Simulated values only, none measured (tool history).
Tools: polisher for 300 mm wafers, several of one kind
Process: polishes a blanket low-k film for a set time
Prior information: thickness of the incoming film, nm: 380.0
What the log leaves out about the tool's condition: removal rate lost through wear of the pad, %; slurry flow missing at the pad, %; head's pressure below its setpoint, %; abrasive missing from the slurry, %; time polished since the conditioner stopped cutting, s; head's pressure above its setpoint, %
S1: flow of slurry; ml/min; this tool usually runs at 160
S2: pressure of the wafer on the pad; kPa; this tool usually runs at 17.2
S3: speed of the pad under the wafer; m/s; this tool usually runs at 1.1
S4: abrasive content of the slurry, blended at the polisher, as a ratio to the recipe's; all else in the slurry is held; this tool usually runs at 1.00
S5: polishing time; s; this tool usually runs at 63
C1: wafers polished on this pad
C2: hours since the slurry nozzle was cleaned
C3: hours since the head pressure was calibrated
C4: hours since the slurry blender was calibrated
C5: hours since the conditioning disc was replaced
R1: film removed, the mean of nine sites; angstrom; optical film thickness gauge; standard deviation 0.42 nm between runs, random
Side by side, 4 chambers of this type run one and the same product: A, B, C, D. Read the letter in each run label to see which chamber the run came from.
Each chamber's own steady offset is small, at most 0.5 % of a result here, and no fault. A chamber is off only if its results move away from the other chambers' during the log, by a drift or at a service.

run	hour	S1	S2	S3	S4	S5	C1	C2	C3	C4	C5	R1
1C	4.2	160	17.2	1.1	1.00	63	535	96.3	746.1	147.0	490.5	308.60
# hour 6.1: chamber D: worn pad replaced by a new one
# hour 6.8: chamber C: conditioning disc replaced and pad reconditioned
2A	7.8	160	17.2	1.1	1.00	63	391	98.9	432.4	146.6	67.6	305.18
3D	11.7	160	17.2	1.1	1.00	63	66	537.3	670.1	149.2	277.1	308.28
4B	14.1	160	17.2	1.1	1.00	63	483	52.0	633.1	270.0	55.9	305.46
# hour 15.9: chamber B: worn pad replaced by a new one
5A	16.8	160	17.2	1.1	1.00	63	495	107.9	441.4	155.6	76.6	303.36
6C	20.3	160	17.2	1.1	1.00	63	723	112.4	762.2	163.1	13.6	309.29
7B	24.6	160	17.2	1.1	1.00	63	101	62.5	643.6	280.5	66.4	308.57
8D	29.4	160	17.2	1.1	1.00	63	272	555.0	687.8	166.9	294.8	298.53
9B	34.3	160	17.2	1.1	1.00	63	214	72.2	653.3	290.2	76.1	306.08
10A	38.0	160	17.2	1.1	1.00	63	742	129.1	462.6	176.8	97.8	306.15
# hour 42.5: chamber D: head pressure recalibrated
11D	43.3	160	17.2	1.1	1.00	63	433	568.9	0.8	180.8	308.7	308.40
# hour 47.4: chamber C: worn pad replaced by a new one
12C	47.8	160	20.0	1.1	1.15	63	4	139.9	789.7	190.6	41.1	373.33
13D	50.3	160	20.0	1.1	1.15	63	515	575.9	7.8	187.8	315.7	372.54
# hour 51.1: chamber A: worn pad replaced by a new one
14A	52.7	160	20.0	1.1	1.15	63	19	143.8	477.3	191.5	112.5	374.75
# hour 53.4: chamber D: worn pad replaced by a new one
15B	55.8	160	20.0	1.1	1.15	63	464	93.7	674.8	311.7	97.6	388.37
16C	61.2	160	17.2	1.1	1.00	63	160	153.3	803.1	204.0	54.5	306.61
17D	63.8	120	12.4	1.1	1.00	63	121	589.4	21.3	201.3	329.2	206.29
# hour 65.5: chamber B: worn pad replaced by a new one
18A	67.1	120	12.4	1.1	1.00	63	186	158.2	491.7	205.9	126.9	207.52
19B	70.6	120	12.4	1.1	1.00	63	59	108.5	689.6	326.5	112.4	207.29
20C	74.6	120	12.4	1.1	1.00	63	316	166.7	816.5	217.4	67.9	202.87
21A	78.8	160	17.2	1.1	1.00	63	322	169.9	503.4	217.6	138.6	304.89
22C	83.9	160	17.2	1.1	1.00	63	424	176.0	825.8	226.7	77.2	313.17
23B	89.0	160	17.2	1.1	1.00	63	273	126.9	708.0	344.9	130.8	300.19
24D	91.6	160	17.2	1.1	1.00	63	444	617.2	49.1	229.1	357.0	310.28
25C	95.1	160	17.2	1.1	1.00	63	555	187.2	837.0	237.9	88.4	306.07
26B	97.7	160	17.2	1.1	1.00	63	374	135.6	716.7	353.6	139.5	307.20
27A	101.6	160	17.2	1.1	1.00	63	587	192.7	526.2	240.4	161.4	298.18
# hour 104.9: chamber D: worn pad replaced by a new one
28D	106.5	160	17.2	1.1	0.90	63	18	632.1	64.0	244.0	371.9	291.35
# hour 108.6: chamber B: worn pad replaced by a new one
29D	110.4	160	17.2	1.1	0.90	63	64	636.0	67.9	247.9	375.8	291.23
# hour 111.6: chamber D: conditioning disc replaced and pad reconditioned
# hour 113.9: chamber A: worn pad replaced by a new one
30C	114.9	160	17.2	1.1	0.90	63	785	207.0	856.8	257.7	108.2	288.16
31B	117.8	160	17.2	1.1	0.90	63	107	155.7	736.8	373.7	159.6	288.64
32A	120.4	160	17.2	1.1	1.00	63	75	211.5	545.0	259.2	180.2	300.75
# hour 122.1: chamber A: slurry blender recalibrated
33C	123.8	160	17.2	1.1	1.00	63	889	215.9	865.7	266.6	117.1	304.85
34A	127.9	160	17.2	1.1	1.00	63	163	219.0	552.5	5.8	187.7	303.88
35D	131.1	160	17.2	1.1	1.00	63	305	656.7	88.6	268.6	19.5	302.00
# hour 131.9: chamber A: head pressure recalibrated
# hour 133.0: chamber C: worn pad replaced by a new one
36B	134.4	160	17.2	1.1	1.00	63	300	172.3	753.4	390.3	176.2	308.05
37A	139.5	160	17.2	1.1	1.00	63	298	230.6	7.7	17.4	199.3	298.04
38B	144.5	160	17.2	1.1	1.00	63	417	182.4	763.5	400.4	186.3	302.33
39D	148.3	160	17.2	1.1	1.00	63	505	673.9	105.8	285.8	36.7	302.30
40C	153.7	160	17.2	1.1	1.00	63	241	245.8	895.6	296.5	147.0	310.17
41C	156.1	160	17.2	1.1	1.00	63	269	248.2	898.0	298.9	149.4	316.46
42B	160.7	160	17.2	1.1	1.00	63	606	198.6	779.7	416.6	202.5	308.92

Decide between three cases: one chamber stands off from its peers, the gauge reading all wafers drifts, or nothing is wrong past each chamber's small offset. Where a chamber is off, say which and what most likely put it there.

Neither any chamber nor the gauge drifts; the chambers differ only by their own small, steady offsets.

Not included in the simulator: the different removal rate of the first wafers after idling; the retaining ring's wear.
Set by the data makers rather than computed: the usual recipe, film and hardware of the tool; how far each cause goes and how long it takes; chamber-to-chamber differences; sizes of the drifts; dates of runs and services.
